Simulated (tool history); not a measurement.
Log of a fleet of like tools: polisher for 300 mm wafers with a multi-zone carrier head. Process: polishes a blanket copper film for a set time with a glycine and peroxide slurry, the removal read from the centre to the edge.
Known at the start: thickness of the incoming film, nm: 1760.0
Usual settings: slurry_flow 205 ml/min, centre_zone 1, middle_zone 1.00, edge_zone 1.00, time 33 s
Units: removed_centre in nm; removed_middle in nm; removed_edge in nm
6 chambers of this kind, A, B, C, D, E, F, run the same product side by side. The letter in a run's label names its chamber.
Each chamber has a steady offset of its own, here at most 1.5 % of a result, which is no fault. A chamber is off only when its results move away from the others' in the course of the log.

-- day=0.112 chamber F: worn pad replaced by a new one
-- day=0.208 chamber D: centre zone pressure recalibrated
run 1A day=0.583 | slurry_flow=205 centre_zone=1 middle_zone=1.00 edge_zone=1.00 time=33 | removed_centre=146.700 removed_middle=144.050 removed_edge=143.350
run 2B day=0.896 | slurry_flow=205 centre_zone=1 middle_zone=1.00 edge_zone=1.00 time=33 | removed_centre=146.130 removed_middle=141.550 removed_edge=140.440
-- day=1.125 chamber C: slurry nozzle cleaned
-- day=1.229 chamber E: worn pad replaced by a new one
run 3D day=1.383 | slurry_flow=205 centre_zone=1 middle_zone=1.00 edge_zone=1.00 time=33 | removed_centre=142.130 removed_middle=139.770 removed_edge=141.740
-- day=1.475 chamber B: edge zone pressure recalibrated
run 4C day=1.821 | slurry_flow=205 centre_zone=1 middle_zone=1.00 edge_zone=1.00 time=33 | removed_centre=143.870 removed_middle=144.350 removed_edge=142.730
-- day=2.171 chamber D: worn pad replaced by a new one
-- day=2.342 chamber C: worn pad replaced by a new one
run 5E day=2.400 | slurry_flow=205 centre_zone=1 middle_zone=1.00 edge_zone=1.00 time=33 | removed_centre=142.940 removed_middle=142.640 removed_edge=142.130
run 6F day=2.704 | slurry_flow=205 centre_zone=1 middle_zone=1.00 edge_zone=1.00 time=33 | removed_centre=139.840 removed_middle=142.490 removed_edge=141.930
run 7A day=3.321 | slurry_flow=205 centre_zone=1 middle_zone=1.00 edge_zone=1.00 time=33 | removed_centre=141.850 removed_middle=141.950 removed_edge=143.200
-- day=3.458 chamber B: worn pad replaced by a new one
-- day=3.688 chamber A: worn pad replaced by a new one
run 8F day=3.858 | slurry_flow=205 centre_zone=1 middle_zone=1.04 edge_zone=1.07 time=33 | removed_centre=142.830 removed_middle=144.940 removed_edge=150.100
-- day=4.042 chamber F: worn pad replaced by a new one
-- day=4.138 chamber B: slurry nozzle cleaned
run 9D day=4.375 | slurry_flow=205 centre_zone=1 middle_zone=1.04 edge_zone=1.07 time=33 | removed_centre=145.270 removed_middle=149.530 removed_edge=147.670
run 10C day=4.862 | slurry_flow=205 centre_zone=1 middle_zone=1.04 edge_zone=1.07 time=33 | removed_centre=142.330 removed_middle=150.490 removed_edge=148.340
-- day=4.950 chamber E: slurry nozzle cleaned
run 11B day=5.171 | slurry_flow=205 centre_zone=1 middle_zone=1.04 edge_zone=1.07 time=33 | removed_centre=142.460 removed_middle=147.900 removed_edge=150.070
-- day=5.354 chamber E: worn pad replaced by a new one
-- day=5.600 chamber D: worn pad replaced by a new one
run 12E day=5.800 | slurry_flow=205 centre_zone=1 middle_zone=1.04 edge_zone=1.07 time=33 | removed_centre=143.630 removed_middle=149.770 removed_edge=146.570
-- day=6.146 chamber E: edge zone pressure recalibrated
-- day=6.217 chamber F: edge zone pressure recalibrated
run 13E day=6.229 | slurry_flow=205 centre_zone=1 middle_zone=1.04 edge_zone=1.07 time=33 | removed_centre=139.660 removed_middle=148.300 removed_edge=148.060
-- day=6.550 chamber C: worn pad replaced by a new one
run 14F day=6.746 | slurry_flow=205 centre_zone=1 middle_zone=1.00 edge_zone=1.00 time=33 | removed_centre=141.600 removed_middle=143.980 removed_edge=142.430
-- day=7.096 chamber A: worn pad replaced by a new one
run 15A day=7.138 | slurry_flow=205 centre_zone=1 middle_zone=1.00 edge_zone=1.00 time=33 | removed_centre=141.210 removed_middle=143.320 removed_edge=141.850
-- day=7.467 chamber B: worn pad replaced by a new one
run 16B day=7.579 | slurry_flow=205 centre_zone=1 middle_zone=1.00 edge_zone=1.00 time=33 | removed_centre=142.450 removed_middle=148.500 removed_edge=143.670
run 17D day=8.162 | slurry_flow=205 centre_zone=1 middle_zone=1.00 edge_zone=1.00 time=33 | removed_centre=142.650 removed_middle=140.990 removed_edge=141.890
-- day=8.504 chamber F: worn pad replaced by a new one
run 18C day=8.696 | slurry_flow=205 centre_zone=1 middle_zone=1.00 edge_zone=1.09 time=33 | removed_centre=142.620 removed_middle=139.620 removed_edge=149.260
-- day=8.979 chamber A: edge zone pressure recalibrated
-- day=9.000 chamber E: worn pad replaced by a new one
run 19D day=9.033 | slurry_flow=205 centre_zone=1 middle_zone=1.00 edge_zone=1.09 time=33 | removed_centre=142.940 removed_middle=141.440 removed_edge=147.420
-- day=9.204 chamber D: worn pad replaced by a new one
run 20F day=9.454 | slurry_flow=205 centre_zone=1 middle_zone=1.00 edge_zone=1.09 time=33 | removed_centre=142.400 removed_middle=144.530 removed_edge=147.960
run 21A day=9.871 | slurry_flow=205 centre_zone=1 middle_zone=1.00 edge_zone=1.09 time=33 | removed_centre=143.680 removed_middle=143.550 removed_edge=148.480
run 22C day=10.450 | slurry_flow=205 centre_zone=1 middle_zone=1.00 edge_zone=1.09 time=33 | removed_centre=141.480 removed_middle=141.600 removed_edge=148.730
-- day=10.538 chamber C: worn pad replaced by a new one
-- day=10.779 chamber A: worn pad replaced by a new one
run 23E day=10.925 | slurry_flow=205 centre_zone=1 middle_zone=1.00 edge_zone=1.09 time=33 | removed_centre=141.290 removed_middle=144.850 removed_edge=149.270
-- day=11.283 chamber B: worn pad replaced by a new one
run 24B day=11.425 | slurry_flow=205 centre_zone=1 middle_zone=1.00 edge_zone=0.91 time=22 | removed_centre=96.433 removed_middle=96.273 removed_edge=90.367
run 25E day=12.062 | slurry_flow=205 centre_zone=1 middle_zone=1.00 edge_zone=0.91 time=22 | removed_centre=95.836 removed_middle=95.268 removed_edge=90.418
-- day=12.367 chamber E: worn pad replaced by a new one
-- day=12.375 chamber F: centre zone pressure recalibrated
run 26B day=12.692 | slurry_flow=205 centre_zone=1 middle_zone=1.00 edge_zone=0.91 time=22 | removed_centre=96.653 removed_middle=97.360 removed_edge=90.311
-- day=12.892 chamber D: worn pad replaced by a new one
-- day=12.942 chamber F: worn pad replaced by a new one
run 27A day=13.117 | slurry_flow=205 centre_zone=1 middle_zone=1.00 edge_zone=0.91 time=22 | removed_centre=96.241 removed_middle=93.692 removed_edge=90.948
-- day=13.288 chamber C: centre zone pressure recalibrated
run 28F day=13.733 | slurry_flow=205 centre_zone=1 middle_zone=1.00 edge_zone=0.91 time=22 | removed_centre=94.621 removed_middle=94.876 removed_edge=91.755
run 29C day=14.092 | slurry_flow=205 centre_zone=1 middle_zone=1.00 edge_zone=0.91 time=22 | removed_centre=93.781 removed_middle=94.680 removed_edge=91.417
-- day=14.146 chamber E: slurry nozzle cleaned
run 30D day=14.621 | slurry_flow=205 centre_zone=1 middle_zone=1.00 edge_zone=1.00 time=33 | removed_centre=142.310 removed_middle=141.670 removed_edge=141.940
-- day=14.788 chamber C: worn pad replaced by a new one
run 31C day=15.150 | slurry_flow=205 centre_zone=1 middle_zone=1.00 edge_zone=1.00 time=33 | removed_centre=142.800 removed_middle=142.970 removed_edge=141.600
-- day=15.162 chamber A: worn pad replaced by a new one
-- day=15.292 chamber B: worn pad replaced by a new one
run 32D day=15.683 | slurry_flow=205 centre_zone=1 middle_zone=1.00 edge_zone=1.00 time=33 | removed_centre=141.150 removed_middle=142.070 removed_edge=141.840
run 33E day=16.138 | slurry_flow=205 centre_zone=1 middle_zone=1.00 edge_zone=1.00 time=33 | removed_centre=145.780 removed_middle=145.720 removed_edge=143.250
-- day=16.188 chamber C: slurry nozzle cleaned
-- day=16.550 chamber E: worn pad replaced by a new one
run 34F day=16.554 | slurry_flow=205 centre_zone=1 middle_zone=1.00 edge_zone=1.00 time=33 | removed_centre=140.130 removed_middle=144.400 removed_edge=144.530
-- day=16.758 chamber F: worn pad replaced by a new one
run 35B day=16.958 | slurry_flow=205 centre_zone=1 middle_zone=1.00 edge_zone=1.00 time=33 | removed_centre=145.200 removed_middle=142.880 removed_edge=143.190
run 36A day=17.546 | slurry_flow=205 centre_zone=1 middle_zone=1.00 edge_zone=1.00 time=33 | removed_centre=142.410 removed_middle=141.600 removed_edge=142.180
run 37A day=18.162 | slurry_flow=205 centre_zone=1 middle_zone=1.00 edge_zone=1.00 time=33 | removed_centre=140.640 removed_middle=142.800 removed_edge=143.000
-- day=18.683 chamber C: worn pad replaced by a new one
run 38C day=18.767 | slurry_flow=205 centre_zone=1 middle_zone=1.00 edge_zone=1.00 time=33 | removed_centre=143.290 removed_middle=143.900 removed_edge=141.870
run 39E day=19.046 | slurry_flow=205 centre_zone=1 middle_zone=1.00 edge_zone=1.00 time=33 | removed_centre=141.370 removed_middle=144.580 removed_edge=140.770
run 40F day=19.550 | slurry_flow=205 centre_zone=1 middle_zone=1.00 edge_zone=1.00 time=33 | removed_centre=138.770 removed_middle=142.220 removed_edge=142.630

Next, every chamber runs the same settings. What will each give?
run 41A day=20.017 | slurry_flow=205 centre_zone=1 middle_zone=1.00 edge_zone=1.00 time=33 | removed_centre=? removed_middle=? removed_edge=?
run 41B day=20.017 | slurry_flow=205 centre_zone=1 middle_zone=1.00 edge_zone=1.00 time=33 | removed_centre=? removed_middle=? removed_edge=?
run 41C day=20.017 | slurry_flow=205 centre_zone=1 middle_zone=1.00 edge_zone=1.00 time=33 | removed_centre=? removed_middle=? removed_edge=?
run 41D day=20.017 | slurry_flow=205 centre_zone=1 middle_zone=1.00 edge_zone=1.00 time=33 | removed_centre=? removed_middle=? removed_edge=?
run 41E day=20.017 | slurry_flow=205 centre_zone=1 middle_zone=1.00 edge_zone=1.00 time=33 | removed_centre=? removed_middle=? removed_edge=?
run 41F day=20.017 | slurry_flow=205 centre_zone=1 middle_zone=1.00 edge_zone=1.00 time=33 | removed_centre=? removed_middle=? removed_edge=?

run=41A removed_centre=144.330 removed_middle=141.760 removed_edge=143.470
run=41B removed_centre=142.070 removed_middle=144.500 removed_edge=143.340
run=41C removed_centre=142.700 removed_middle=144.720 removed_edge=142.610
run=41D removed_centre=139.100 removed_middle=143.280 removed_edge=140.450
run=41E removed_centre=143.180 removed_middle=143.590 removed_edge=139.850
run=41F removed_centre=143.450 removed_middle=142.230 removed_edge=144.390
